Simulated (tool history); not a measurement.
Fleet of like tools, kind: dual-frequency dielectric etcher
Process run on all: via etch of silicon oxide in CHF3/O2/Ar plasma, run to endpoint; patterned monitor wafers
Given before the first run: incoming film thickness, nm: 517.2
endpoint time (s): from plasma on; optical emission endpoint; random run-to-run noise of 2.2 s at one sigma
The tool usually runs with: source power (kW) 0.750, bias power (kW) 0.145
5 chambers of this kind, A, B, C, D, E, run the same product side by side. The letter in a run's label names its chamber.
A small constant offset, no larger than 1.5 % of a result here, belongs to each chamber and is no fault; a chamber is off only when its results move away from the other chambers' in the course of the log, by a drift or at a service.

| run | hour | source power (kW) | bias power (kW) | endpoint time (s) |
|---|---|---|---|---|
| 1E | 4.3 | 0.750 | 0.145 | 261.24 |
| 2A | 8.7 | 0.750 | 0.145 | 260.27 |
| 3B | 11.3 | 0.750 | 0.145 | 257.36 |
| 4C | 16.4 | 0.750 | 0.145 | 258.94 |
| 5D | 19.4 | 0.750 | 0.145 | 262.51 |
| 6C | 23.3 | 0.750 | 0.145 | 262.19 |
| 7A | 27.4 | 0.750 | 0.145 | 262.69 |
| 8E | 31.3 | 0.750 | 0.145 | 258.29 |
| 9D | 33.9 | 0.750 | 0.145 | 259.21 |
| 10B | 37.5 | 0.750 | 0.145 | 256.92 |
| 11E | 43.4 | 0.810 | 0.130 | 264.56 |
| 12D | 46.7 | 0.810 | 0.130 | 268.79 |
| 13C | 49.9 | 0.810 | 0.130 | 260.22 |
| 14A | 54.9 | 0.810 | 0.130 | 257.88 |
| 15B | 57.7 | 0.810 | 0.130 | 256.48 |
| 16C | 60.9 | 0.750 | 0.145 | 255.81 |
| 17A | 64.9 | 0.680 | 0.114 | 288.35 |
| 18D | 68.5 | 0.680 | 0.114 | 298.31 |
| 19B | 72.5 | 0.680 | 0.114 | 290.08 |
| 20E | 76.7 | 0.680 | 0.114 | 292.52 |
| 21B | 81.6 | 0.680 | 0.114 | 288.47 |
| 22E | 86.8 | 0.750 | 0.145 | 264.96 |
| 23A | 89.6 | 0.860 | 0.145 | 241.68 |
| 24C | 92.4 | 0.860 | 0.145 | 247.73 |
| 25D | 95.1 | 0.860 | 0.145 | 255.06 |
| 26B | 99.4 | 0.860 | 0.145 | 243.96 |
| 27D | 103.5 | 0.860 | 0.145 | 257.97 |
| 28A | 106.2 | 0.750 | 0.145 | 259.96 |
| 29C | 110.5 | 0.750 | 0.145 | 258.12 |
| 30E | 113.5 | 0.750 | 0.145 | 260.63 |
| 31E | 119.3 | 0.750 | 0.145 | 258.01 |

Is one chamber out of step, is the gauge drifting, or do the chambers differ by no more than their own small offsets? For an off chamber, give its letter and the likeliest cause.

Little by little, chamber D moves away from the other chambers.
Most likely cause: etch rate under this chamber's usual, % = 5.5.

Below are 4 candidate recipes for chamber D's next run, each the usual settings with a change, their results shown as question marks. Which of them brings D's results back in line with what the other chambers give on the usual settings?
In-line tolerance around the mean of the other chambers on the usual settings: endpoint time (s) 7.80
| 32D-1 | 123.4 | 0.900 | 0.168 | ? |
| 32D-2 | 123.4 | 0.640 | 0.145 | ? |
| 32D-3 | 123.4 | 0.820 | 0.156 | ? |
| 32D-4 | 123.4 | 0.610 | 0.124 | ? |

Average result of the remaining chambers running the usual settings: endpoint time (s) 258.65
| run | endpoint time (s) |
|---|---|
| 32D-1 | 244.98 |
| 32D-2 | 292.96 |
| 32D-3 | 260.06 |
| 32D-4 | 313.55 |
It is 32D-3 that realigns the chamber with its peers.
